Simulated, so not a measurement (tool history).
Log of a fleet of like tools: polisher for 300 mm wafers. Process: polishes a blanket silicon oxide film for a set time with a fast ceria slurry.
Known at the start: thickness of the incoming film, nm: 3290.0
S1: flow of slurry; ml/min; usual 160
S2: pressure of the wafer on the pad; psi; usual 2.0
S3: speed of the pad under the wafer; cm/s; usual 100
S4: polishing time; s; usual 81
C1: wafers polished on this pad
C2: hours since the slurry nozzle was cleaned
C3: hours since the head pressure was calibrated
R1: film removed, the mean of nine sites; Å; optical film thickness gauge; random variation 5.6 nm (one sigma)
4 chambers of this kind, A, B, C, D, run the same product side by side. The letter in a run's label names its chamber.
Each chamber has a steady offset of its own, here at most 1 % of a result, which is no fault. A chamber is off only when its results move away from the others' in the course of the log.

{"run": "1C", "day": 0.25, "S1": 160, "S2": 2.0, "S3": 100, "S4": 81, "C1": 213, "C2": 149.8, "C3": 166.8, "R1": 9159.3}
{"run": "2D", "day": 0.4, "S1": 160, "S2": 2.0, "S3": 100, "S4": 81, "C1": 1083, "C2": 523.6, "C3": 557.3, "R1": 9300.4}
{"run": "3A", "day": 0.55, "S1": 160, "S2": 2.0, "S3": 100, "S4": 81, "C1": 218, "C2": 33.7, "C3": 704.5, "R1": 9153.5}
{"run": "4B", "day": 0.842, "S1": 160, "S2": 2.0, "S3": 100, "S4": 81, "C1": 381, "C2": 220.0, "C3": 216.4, "R1": 9139.4}
{"run": "5B", "day": 0.988, "S1": 160, "S2": 2.0, "S3": 100, "S4": 81, "C1": 410, "C2": 223.5, "C3": 219.9, "R1": 9116.2}
{"run": "6A", "day": 1.212, "S1": 160, "S2": 2.0, "S3": 100, "S4": 81, "C1": 351, "C2": 49.6, "C3": 720.4, "R1": 9166.8}
{"run": "7D", "day": 1.462, "S1": 130, "S2": 1.6, "S3": 100, "S4": 81, "C1": 1296, "C2": 549.1, "C3": 582.8, "R1": 7122.6}
{"day": 1.467, "done": "chamber D: worn pad replaced by a new one"}
{"run": "8C", "day": 1.646, "S1": 130, "S2": 1.6, "S3": 100, "S4": 81, "C1": 493, "C2": 183.3, "C3": 200.3, "R1": 7046.1}
{"day": 1.8, "done": "chamber B: worn pad replaced by a new one"}
{"run": "9D", "day": 1.892, "S1": 130, "S2": 1.6, "S3": 100, "S4": 81, "C1": 85, "C2": 559.4, "C3": 593.1, "R1": 7113.7}
{"run": "10A", "day": 2.088, "S1": 130, "S2": 1.6, "S3": 100, "S4": 81, "C1": 526, "C2": 70.6, "C3": 741.4, "R1": 6966.6}
{"run": "11C", "day": 2.325, "S1": 160, "S2": 2.3, "S3": 100, "S4": 81, "C1": 629, "C2": 199.6, "C3": 216.6, "R1": 10572.0}
{"run": "12B", "day": 2.6, "S1": 160, "S2": 2.3, "S3": 100, "S4": 81, "C1": 160, "C2": 262.2, "C3": 258.6, "R1": 10475.0}
{"run": "13A", "day": 2.821, "S1": 160, "S2": 2.3, "S3": 100, "S4": 81, "C1": 673, "C2": 88.2, "C3": 759.0, "R1": 10464.0}
{"run": "14D", "day": 3.012, "S1": 160, "S2": 2.3, "S3": 100, "S4": 81, "C1": 310, "C2": 586.3, "C3": 620.0, "R1": 10583.0}
{"run": "15B", "day": 3.2, "S1": 160, "S2": 2.0, "S3": 100, "S4": 81, "C1": 280, "C2": 276.6, "C3": 273.0, "R1": 9080.6}
{"day": 3.308, "done": "chamber A: head pressure recalibrated"}
{"run": "16C", "day": 3.342, "S1": 160, "S2": 2.0, "S3": 100, "S4": 81, "C1": 832, "C2": 224.0, "C3": 241.0, "R1": 9121.7}
{"day": 3.504, "done": "chamber A: worn pad replaced by a new one"}
{"run": "17B", "day": 3.517, "S1": 160, "S2": 2.0, "S3": 100, "S4": 81, "C1": 344, "C2": 284.2, "C3": 280.6, "R1": 9110.4}
{"run": "18A", "day": 3.792, "S1": 160, "S2": 2.0, "S3": 130, "S4": 102, "C1": 58, "C2": 111.5, "C3": 11.6, "R1": 14808.0}
{"day": 4.029, "done": "chamber B: worn pad replaced by a new one"}
{"run": "19C", "day": 4.104, "S1": 160, "S2": 2.0, "S3": 130, "S4": 102, "C1": 985, "C2": 242.3, "C3": 259.3, "R1": 14870.0}
{"run": "20D", "day": 4.404, "S1": 160, "S2": 2.0, "S3": 130, "S4": 102, "C1": 588, "C2": 619.7, "C3": 653.4, "R1": 15213.0}
{"day": 4.467, "done": "chamber B: head pressure recalibrated"}
{"run": "21A", "day": 4.558, "S1": 160, "S2": 2.0, "S3": 130, "S4": 102, "C1": 211, "C2": 129.9, "C3": 30.0, "R1": 14862.0}
{"run": "22B", "day": 4.696, "S1": 160, "S2": 2.0, "S3": 100, "S4": 81, "C1": 133, "C2": 312.5, "C3": 5.5, "R1": 9799.2}
{"day": 4.846, "done": "chamber C: worn pad replaced by a new one"}
{"run": "23C", "day": 4.996, "S1": 160, "S2": 2.0, "S3": 100, "S4": 81, "C1": 30, "C2": 263.7, "C3": 280.7, "R1": 9233.8}
{"run": "24D", "day": 5.304, "S1": 160, "S2": 2.0, "S3": 100, "S4": 81, "C1": 769, "C2": 641.3, "C3": 675.0, "R1": 9230.3}
{"run": "25B", "day": 5.604, "S1": 160, "S2": 2.0, "S3": 100, "S4": 81, "C1": 315, "C2": 334.3, "C3": 27.3, "R1": 9696.5}
{"run": "26C", "day": 5.8, "S1": 160, "S2": 2.0, "S3": 100, "S4": 81, "C1": 191, "C2": 283.0, "C3": 300.0, "R1": 9239.4}
{"run": "27D", "day": 6.088, "S1": 160, "S2": 2.0, "S3": 100, "S4": 81, "C1": 925, "C2": 660.1, "C3": 693.8, "R1": 9124.7}
{"day": 6.138, "done": "chamber D: slurry nozzle cleaned"}
{"run": "28A", "day": 6.342, "S1": 160, "S2": 2.0, "S3": 100, "S4": 81, "C1": 569, "C2": 172.7, "C3": 72.8, "R1": 9172.5}
{"run": "29B", "day": 6.629, "S1": 160, "S2": 2.0, "S3": 100, "S4": 81, "C1": 520, "C2": 358.9, "C3": 51.9, "R1": 9678.3}
{"run": "30C", "day": 6.862, "S1": 160, "S2": 2.0, "S3": 100, "S4": 81, "C1": 403, "C2": 308.5, "C3": 325.5, "R1": 9184.9}
{"day": 6.938, "done": "chamber D: worn pad replaced by a new one"}
{"run": "31A", "day": 7.162, "S1": 160, "S2": 2.0, "S3": 100, "S4": 81, "C1": 733, "C2": 192.4, "C3": 92.5, "R1": 9052.6}
{"run": "32D", "day": 7.462, "S1": 160, "S2": 2.0, "S3": 100, "S4": 81, "C1": 105, "C2": 31.9, "C3": 726.8, "R1": 9242.6}
{"run": "33D", "day": 7.6, "S1": 160, "S2": 2.0, "S3": 100, "S4": 81, "C1": 132, "C2": 35.2, "C3": 730.1, "R1": 9211.2}
{"run": "34C", "day": 7.783, "S1": 160, "S2": 2.0, "S3": 100, "S4": 81, "C1": 588, "C2": 330.6, "C3": 347.6, "R1": 9087.5}

All 4 chambers run these settings next. Forecast each chamber's results:
{"run": "35A", "day": 8.008, "S1": 160, "S2": 2.3, "S3": 100, "S4": 81, "R1": "?"}
{"run": "35B", "day": 8.008, "S1": 160, "S2": 2.3, "S3": 100, "S4": 81, "R1": "?"}
{"run": "35C", "day": 8.008, "S1": 160, "S2": 2.3, "S3": 100, "S4": 81, "R1": "?"}
{"run": "35D", "day": 8.008, "S1": 160, "S2": 2.3, "S3": 100, "S4": 81, "R1": "?"}

run=35A R1=10455.0
run=35B R1=11191.0
run=35C R1=10566.0
run=35D R1=10579.0
